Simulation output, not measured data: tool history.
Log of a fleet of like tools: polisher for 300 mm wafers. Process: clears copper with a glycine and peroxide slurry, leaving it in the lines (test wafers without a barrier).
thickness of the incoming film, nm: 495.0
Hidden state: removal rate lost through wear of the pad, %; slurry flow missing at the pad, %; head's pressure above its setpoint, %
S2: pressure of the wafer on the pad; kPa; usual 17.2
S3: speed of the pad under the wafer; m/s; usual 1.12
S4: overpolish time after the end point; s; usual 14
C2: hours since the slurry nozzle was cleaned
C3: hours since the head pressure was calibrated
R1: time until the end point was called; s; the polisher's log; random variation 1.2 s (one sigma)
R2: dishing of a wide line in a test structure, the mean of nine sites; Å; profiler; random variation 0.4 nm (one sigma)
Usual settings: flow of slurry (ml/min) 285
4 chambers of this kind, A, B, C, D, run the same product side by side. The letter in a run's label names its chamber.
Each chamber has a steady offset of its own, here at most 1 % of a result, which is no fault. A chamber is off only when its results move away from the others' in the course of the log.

{"run": "1C", "hour": 3.0, "flow of slurry (ml/min)": 285, "S2": 17.2, "S3": 1.12, "S4": 14, "wafers polished on this pad": 585, "C2": 12.2, "C3": 619.5, "R1": 104.75, "R2": 396.53}
{"run": "2A", "hour": 8.5, "flow of slurry (ml/min)": 285, "S2": 17.2, "S3": 1.12, "S4": 14, "wafers polished on this pad": 617, "C2": 168.1, "C3": 145.1, "R1": 106.0, "R2": 389.96}
{"run": "3D", "hour": 13.3, "flow of slurry (ml/min)": 285, "S2": 17.2, "S3": 1.12, "S4": 14, "wafers polished on this pad": 229, "C2": 153.2, "C3": 997.5, "R1": 106.13, "R2": 384.14}
{"hour": 16.5, "done": "chamber B: slurry nozzle cleaned"}
{"run": "4B", "hour": 18.3, "flow of slurry (ml/min)": 285, "S2": 17.2, "S3": 1.12, "S4": 14, "wafers polished on this pad": 387, "C2": 1.8, "C3": 301.4, "R1": 103.94, "R2": 388.95}
{"hour": 21.8, "done": "chamber C: worn pad replaced by a new one"}
{"run": "5B", "hour": 24.0, "flow of slurry (ml/min)": 285, "S2": 17.2, "S3": 1.12, "S4": 14, "wafers polished on this pad": 425, "C2": 7.5, "C3": 307.1, "R1": 104.97, "R2": 389.23}
{"run": "6D", "hour": 28.2, "flow of slurry (ml/min)": 220, "S2": 17.2, "S3": 1.12, "S4": 14, "wafers polished on this pad": 328, "C2": 168.1, "C3": 1012.4, "R1": 110.79, "R2": 376.38}
{"hour": 33.1, "done": "chamber D: head pressure recalibrated"}
{"run": "7A", "hour": 34.2, "flow of slurry (ml/min)": 220, "S2": 17.2, "S3": 1.12, "S4": 14, "wafers polished on this pad": 789, "C2": 193.8, "C3": 170.8, "R1": 108.66, "R2": 386.39}
{"run": "8C", "hour": 38.9, "flow of slurry (ml/min)": 220, "S2": 17.2, "S3": 1.12, "S4": 14, "wafers polished on this pad": 114, "C2": 48.1, "C3": 655.4, "R1": 106.65, "R2": 382.64}
{"run": "9B", "hour": 44.7, "flow of slurry (ml/min)": 220, "S2": 17.2, "S3": 1.12, "S4": 14, "wafers polished on this pad": 563, "C2": 28.2, "C3": 327.8, "R1": 108.11, "R2": 384.7}
{"run": "10D", "hour": 48.7, "flow of slurry (ml/min)": 285, "S2": 17.2, "S3": 1.12, "S4": 14, "wafers polished on this pad": 465, "C2": 188.6, "C3": 15.6, "R1": 106.02, "R2": 385.32}
{"run": "11A", "hour": 54.4, "flow of slurry (ml/min)": 285, "S2": 17.2, "S3": 1.12, "S4": 14, "wafers polished on this pad": 924, "C2": 214.0, "C3": 191.0, "R1": 106.24, "R2": 387.75}
{"hour": 58.3, "done": "chamber A: worn pad replaced by a new one"}
{"run": "12C", "hour": 60.9, "flow of slurry (ml/min)": 285, "S2": 17.2, "S3": 1.12, "S4": 14, "wafers polished on this pad": 261, "C2": 70.1, "C3": 677.4, "R1": 103.76, "R2": 391.57}
{"run": "13C", "hour": 64.3, "flow of slurry (ml/min)": 195, "S2": 17.2, "S3": 1.12, "S4": 22, "wafers polished on this pad": 284, "C2": 73.5, "C3": 680.8, "R1": 111.27, "R2": 506.37}
{"run": "14D", "hour": 69.0, "flow of slurry (ml/min)": 195, "S2": 17.2, "S3": 1.12, "S4": 22, "wafers polished on this pad": 601, "C2": 208.9, "C3": 35.9, "R1": 111.19, "R2": 501.67}
{"run": "15B", "hour": 73.6, "flow of slurry (ml/min)": 195, "S2": 17.2, "S3": 1.12, "S4": 22, "wafers polished on this pad": 756, "C2": 57.1, "C3": 356.7, "R1": 111.82, "R2": 509.85}
{"run": "16A", "hour": 80.0, "flow of slurry (ml/min)": 195, "S2": 17.2, "S3": 1.12, "S4": 22, "wafers polished on this pad": 145, "C2": 239.6, "C3": 216.6, "R1": 110.36, "R2": 509.68}
{"run": "17D", "hour": 85.9, "flow of slurry (ml/min)": 285, "S2": 17.2, "S3": 1.12, "S4": 9, "wafers polished on this pad": 714, "C2": 225.8, "C3": 52.8, "R1": 107.45, "R2": 280.53}
{"run": "18A", "hour": 89.3, "flow of slurry (ml/min)": 285, "S2": 17.2, "S3": 1.12, "S4": 9, "wafers polished on this pad": 207, "C2": 248.9, "C3": 225.9, "R1": 107.39, "R2": 274.69}
{"run": "19B", "hour": 92.6, "flow of slurry (ml/min)": 285, "S2": 17.2, "S3": 1.12, "S4": 9, "wafers polished on this pad": 884, "C2": 76.1, "C3": 375.7, "R1": 107.6, "R2": 277.18}
{"run": "20C", "hour": 97.1, "flow of slurry (ml/min)": 285, "S2": 17.2, "S3": 1.12, "S4": 9, "wafers polished on this pad": 503, "C2": 106.3, "C3": 713.6, "R1": 104.12, "R2": 278.65}
{"run": "21C", "hour": 103.7, "flow of slurry (ml/min)": 285, "S2": 17.2, "S3": 1.12, "S4": 14, "wafers polished on this pad": 547, "C2": 112.9, "C3": 720.2, "R1": 104.72, "R2": 398.43}
{"run": "22B", "hour": 109.5, "flow of slurry (ml/min)": 285, "S2": 17.2, "S3": 1.12, "S4": 14, "wafers polished on this pad": 997, "C2": 93.0, "C3": 392.6, "R1": 105.95, "R2": 388.41}
{"run": "23A", "hour": 112.8, "flow of slurry (ml/min)": 285, "S2": 17.2, "S3": 1.12, "S4": 14, "wafers polished on this pad": 364, "C2": 272.4, "C3": 249.4, "R1": 104.89, "R2": 392.81}
{"run": "24D", "hour": 118.9, "flow of slurry (ml/min)": 285, "S2": 17.2, "S3": 1.12, "S4": 14, "wafers polished on this pad": 935, "C2": 258.8, "C3": 85.8, "R1": 107.26, "R2": 388.35}
{"hour": 120.1, "done": "chamber D: worn pad replaced by a new one"}
{"run": "25C", "hour": 124.5, "flow of slurry (ml/min)": 285, "S2": 17.2, "S3": 1.12, "S4": 14, "wafers polished on this pad": 686, "C2": 133.7, "C3": 741.0, "R1": 103.9, "R2": 387.26}
{"run": "26D", "hour": 131.0, "flow of slurry (ml/min)": 285, "S2": 17.2, "S3": 1.12, "S4": 14, "wafers polished on this pad": 73, "C2": 270.9, "C3": 97.9, "R1": 106.91, "R2": 390.56}
{"hour": 133.3, "done": "chamber C: worn pad replaced by a new one"}
{"run": "27B", "hour": 135.5, "flow of slurry (ml/min)": 285, "S2": 17.2, "S3": 1.12, "S4": 14, "wafers polished on this pad": 1170, "C2": 119.0, "C3": 418.6, "R1": 108.15, "R2": 386.83}
{"run": "28A", "hour": 140.0, "flow of slurry (ml/min)": 285, "S2": 17.2, "S3": 1.12, "S4": 8, "wafers polished on this pad": 546, "C2": 299.6, "C3": 276.6, "R1": 107.02, "R2": 248.86}
{"run": "29A", "hour": 143.3, "flow of slurry (ml/min)": 285, "S2": 17.2, "S3": 1.12, "S4": 8, "wafers polished on this pad": 568, "C2": 302.9, "C3": 279.9, "R1": 106.45, "R2": 251.12}
{"run": "30C", "hour": 147.9, "flow of slurry (ml/min)": 285, "S2": 17.2, "S3": 1.12, "S4": 8, "wafers polished on this pad": 98, "C2": 157.1, "C3": 764.4, "R1": 105.11, "R2": 256.81}
{"run": "31D", "hour": 150.8, "flow of slurry (ml/min)": 285, "S2": 17.2, "S3": 1.12, "S4": 8, "wafers polished on this pad": 205, "C2": 290.7, "C3": 117.7, "R1": 104.22, "R2": 248.99}

All 4 chambers run these settings next. Forecast each chamber's results:
{"run": "32A", "hour": 155.6, "flow of slurry (ml/min)": 285, "S2": 21.4, "S3": 1.12, "S4": 14, "R1": "?", "R2": "?"}
{"run": "32B", "hour": 155.6, "flow of slurry (ml/min)": 285, "S2": 21.4, "S3": 1.12, "S4": 14, "R1": "?", "R2": "?"}
{"run": "32C", "hour": 155.6, "flow of slurry (ml/min)": 285, "S2": 21.4, "S3": 1.12, "S4": 14, "R1": "?", "R2": "?"}
{"run": "32D", "hour": 155.6, "flow of slurry (ml/min)": 285, "S2": 21.4, "S3": 1.12, "S4": 14, "R1": "?", "R2": "?"}

run=32A R1=89.049 R2=440.40
run=32B R1=89.617 R2=437.91
run=32C R1=88.329 R2=437.88
run=32D R1=87.855 R2=440.15

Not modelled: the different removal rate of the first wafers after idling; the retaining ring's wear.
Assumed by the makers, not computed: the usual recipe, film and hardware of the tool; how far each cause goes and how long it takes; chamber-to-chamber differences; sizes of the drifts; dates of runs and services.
